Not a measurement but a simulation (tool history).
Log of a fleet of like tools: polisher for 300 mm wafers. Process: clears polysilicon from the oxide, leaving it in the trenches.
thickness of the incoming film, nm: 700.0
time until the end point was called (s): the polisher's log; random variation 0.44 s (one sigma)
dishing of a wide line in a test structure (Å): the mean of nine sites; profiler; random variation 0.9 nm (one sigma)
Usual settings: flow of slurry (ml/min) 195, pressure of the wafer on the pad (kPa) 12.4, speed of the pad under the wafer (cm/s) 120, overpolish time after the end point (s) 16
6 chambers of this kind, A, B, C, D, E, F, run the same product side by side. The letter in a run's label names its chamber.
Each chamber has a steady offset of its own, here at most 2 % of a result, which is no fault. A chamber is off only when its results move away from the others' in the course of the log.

| run | day | flow of slurry (ml/min) | pressure of the wafer on the pad (kPa) | speed of the pad under the wafer (cm/s) | overpolish time after the end point (s) | time until the end point was called (s) | dishing of a wide line in a test structure (Å) |
|---|---|---|---|---|---|---|---|
| 1C | 0.25 | 195 | 12.4 | 120 | 16 | 51.924 | 630.61 |
|  | 0.596 | chamber A: worn pad replaced by a new one |
| 2E | 0.75 | 195 | 12.4 | 120 | 16 | 52.972 | 662.58 |
| 3D | 1.008 | 195 | 12.4 | 120 | 16 | 52.29 | 664.24 |
|  | 1.392 | chamber B: worn pad replaced by a new one |
| 4B | 1.504 | 195 | 12.4 | 120 | 16 | 52.777 | 638.2 |
|  | 1.692 | chamber D: worn pad replaced by a new one |
| 5A | 1.904 | 195 | 12.4 | 120 | 16 | 51.686 | 650.91 |
| 6F | 2.462 | 195 | 12.4 | 120 | 16 | 52.759 | 648.63 |
| 7C | 2.733 | 195 | 12.4 | 120 | 16 | 51.451 | 646.42 |
| 8D | 3.196 | 195 | 12.4 | 120 | 16 | 51.503 | 654.43 |
| 9E | 3.517 | 195 | 12.4 | 120 | 16 | 54.271 | 655.43 |
|  | 3.746 | chamber E: worn pad replaced by a new one |
| 10B | 3.808 | 195 | 12.4 | 120 | 16 | 51.313 | 654.22 |
|  | 3.854 | chamber A: worn pad replaced by a new one |
| 11A | 4.333 | 195 | 12.4 | 120 | 16 | 52.278 | 633.57 |
| 12F | 4.729 | 195 | 12.4 | 120 | 16 | 52.57 | 666.8 |
|  | 4.758 | chamber F: worn pad replaced by a new one |
| 13C | 5.258 | 195 | 12.4 | 120 | 16 | 51.946 | 626.24 |
|  | 5.442 | chamber A: slurry nozzle cleaned |
| 14F | 5.733 | 195 | 12.4 | 120 | 16 | 53.791 | 659.82 |
| 15B | 6.046 | 195 | 12.4 | 120 | 16 | 52.364 | 633.79 |
|  | 6.271 | chamber C: worn pad replaced by a new one |
| 16D | 6.617 | 195 | 12.4 | 120 | 16 | 51.989 | 631.43 |
| 17A | 6.971 | 195 | 12.4 | 120 | 16 | 52.849 | 641.41 |
|  | 6.992 | chamber D: worn pad replaced by a new one |
| 18E | 7.229 | 195 | 12.4 | 120 | 16 | 54.216 | 657.52 |
|  | 7.454 | chamber A: worn pad replaced by a new one |
|  | 7.458 | chamber E: slurry nozzle cleaned |
| 19E | 7.708 | 195 | 12.4 | 120 | 16 | 53.495 | 661.22 |
|  | 7.717 | chamber E: worn pad replaced by a new one |
| 20B | 8.017 | 195 | 12.4 | 120 | 16 | 53.153 | 655.44 |
|  | 8.508 | chamber B: worn pad replaced by a new one |
| 21C | 8.579 | 195 | 12.4 | 120 | 16 | 51.083 | 649.42 |
| 22A | 9.088 | 195 | 12.4 | 120 | 16 | 53.269 | 637.89 |
|  | 9.238 | chamber F: worn pad replaced by a new one |
| 23F | 9.525 | 195 | 12.4 | 120 | 16 | 53.144 | 641.42 |
| 24D | 9.888 | 195 | 12.4 | 120 | 16 | 51.766 | 661.64 |
| 25D | 10.246 | 195 | 12.4 | 82 | 16 | 77.416 | 616.51 |
| 26C | 10.771 | 195 | 12.4 | 82 | 16 | 76.826 | 601.81 |
|  | 10.929 | chamber C: slurry nozzle cleaned |
|  | 10.996 | chamber A: worn pad replaced by a new one |
| 27B | 11.25 | 195 | 12.4 | 82 | 16 | 76.752 | 593.25 |
|  | 11.421 | chamber E: worn pad replaced by a new one |
| 28F | 11.696 | 195 | 12.4 | 82 | 16 | 77.19 | 611.9 |
|  | 12.038 | chamber A: head pressure recalibrated |
| 29E | 12.104 | 195 | 12.4 | 82 | 16 | 81.199 | 590.97 |
| 30A | 12.646 | 195 | 12.4 | 82 | 16 | 76.611 | 603.48 |
|  | 12.871 | chamber D: head pressure recalibrated |
|  | 12.908 | chamber D: worn pad replaced by a new one |
| 31F | 13.038 | 195 | 12.4 | 120 | 16 | 53.092 | 628.28 |
| 32B | 13.346 | 195 | 12.4 | 120 | 16 | 52.759 | 643.46 |
|  | 13.604 | chamber F: slurry nozzle cleaned |
| 33C | 13.704 | 195 | 12.4 | 120 | 16 | 51.882 | 644.75 |
|  | 13.829 | chamber F: worn pad replaced by a new one |
|  | 14.021 | chamber C: worn pad replaced by a new one |
|  | 14.133 | chamber C: head pressure recalibrated |
| 34A | 14.15 | 195 | 12.4 | 120 | 16 | 52.622 | 641.51 |
|  | 14.221 | chamber A: worn pad replaced by a new one |
| 35E | 14.608 | 195 | 12.4 | 120 | 16 | 55.637 | 650.57 |
| 36D | 15.079 | 195 | 12.4 | 120 | 16 | 52.402 | 649.26 |
|  | 15.362 | chamber B: worn pad replaced by a new one |
| 37D | 15.542 | 195 | 12.4 | 120 | 16 | 52.847 | 631.64 |
|  | 15.771 | chamber E: worn pad replaced by a new one |
| 38F | 15.796 | 195 | 12.4 | 120 | 16 | 52.987 | 657.08 |
| 39A | 16.171 | 195 | 12.4 | 120 | 16 | 52.012 | 647.7 |
| 40E | 16.725 | 195 | 11 | 120 | 20 | 63.435 | 669.89 |
| 41C | 16.983 | 195 | 11 | 120 | 20 | 58.359 | 650.05 |
| 42B | 17.483 | 195 | 11 | 120 | 20 | 60 | 636.45 |
|  | 17.588 | chamber A: worn pad replaced by a new one |
| 43A | 18.021 | 195 | 11 | 120 | 20 | 59.376 | 652.43 |
| 44D | 18.421 | 195 | 11 | 120 | 20 | 59.139 | 655.01 |

Next, every chamber runs the same settings. What will each give?
| 45A | 18.829 | 195 | 15.2 | 120 | 16 | ? | ? |
| 45B | 18.829 | 195 | 15.2 | 120 | 16 | ? | ? |
| 45C | 18.829 | 195 | 15.2 | 120 | 16 | ? | ? |
| 45D | 18.829 | 195 | 15.2 | 120 | 16 | ? | ? |
| 45E | 18.829 | 195 | 15.2 | 120 | 16 | ? | ? |
| 45F | 18.829 | 195 | 15.2 | 120 | 16 | ? | ? |

| run | time until the end point was called (s) | dishing of a wide line in a test structure (Å) |
|---|---|---|
| 45A | 42.534 | 659.07 |
| 45B | 42.816 | 658.1 |
| 45C | 42.722 | 653.29 |
| 45D | 42.744 | 658.69 |
| 45E | 46.966 | 653.55 |
| 45F | 44.027 | 658.48 |
